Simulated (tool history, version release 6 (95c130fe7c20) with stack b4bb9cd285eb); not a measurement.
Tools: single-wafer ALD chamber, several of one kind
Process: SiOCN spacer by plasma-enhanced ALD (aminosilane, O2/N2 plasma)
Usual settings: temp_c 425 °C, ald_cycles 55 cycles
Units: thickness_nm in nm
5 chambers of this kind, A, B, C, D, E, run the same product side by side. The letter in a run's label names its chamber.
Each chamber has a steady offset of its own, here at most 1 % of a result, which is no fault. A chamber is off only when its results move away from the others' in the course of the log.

run	hour	temp_c	ald_cycles	read-back reference wafer on the same gauge, thickness_nm	thickness_nm
1C	3.5	425	55	2.9802	3.0635
2A	7.2	425	55	2.981	3.0824
3B	11.4	425	55	2.9813	3.0829
4D	14.4	425	55	2.9795	3.0721
5E	18.7	425	55	2.9798	3.0817
6D	22	425	55	2.9811	3.0826
# hour 24.4: chamber B: thermocouple changed; heater temperature recalibrated
7E	24.5	425	55	2.9804	3.0797
8C	27.2	425	52	2.9811	2.8868
9B	29.1	425	52	2.9795	2.9276
10A	31.3	425	52	2.9806	2.9166
11E	34.6	425	52	2.9815	2.9183
12A	36.9	425	52	2.9806	2.9244
13D	40.9	425	55	2.979	3.0778
14C	43.7	425	55	2.9812	3.0541
15B	47.6	425	55	2.9813	3.0894
16B	51.3	425	65	2.9806	3.6434
17A	54.8	425	65	2.9814	3.6415
18E	57.7	425	65	2.9818	3.6545
19C	60.8	425	65	2.9817	3.5976
20D	63	425	65	2.9796	3.6519
21A	65.9	432	64	2.9804	3.5048
22C	69.5	432	64	2.9802	3.4667
23D	72.9	432	64	2.9803	3.5002
24B	75.9	432	64	2.9803	3.5105
25E	78.4	432	64	2.9785	3.4995
26B	80.9	425	55	2.9802	3.0913
27D	83.1	425	55	2.9789	3.0772
28A	85.9	425	55	2.981	3.0932
29E	88.8	425	55	2.9817	3.0768
30C	92.8	425	55	2.9794	3.0261
31B	95.2	425	55	2.9798	3.0943
32D	98	425	55	2.9792	3.0873
33A	100.4	425	55	2.9803	3.0778

All 5 chambers run these settings next. Forecast each chamber's results:
34A	103.5	417	55		?
34B	103.5	417	55		?
34C	103.5	417	55		?
34D	103.5	417	55		?
34E	103.5	417	55		?

run	thickness_nm
34A	3.1553
34B	3.1603
34C	3.0884
34D	3.1616
34E	3.1561
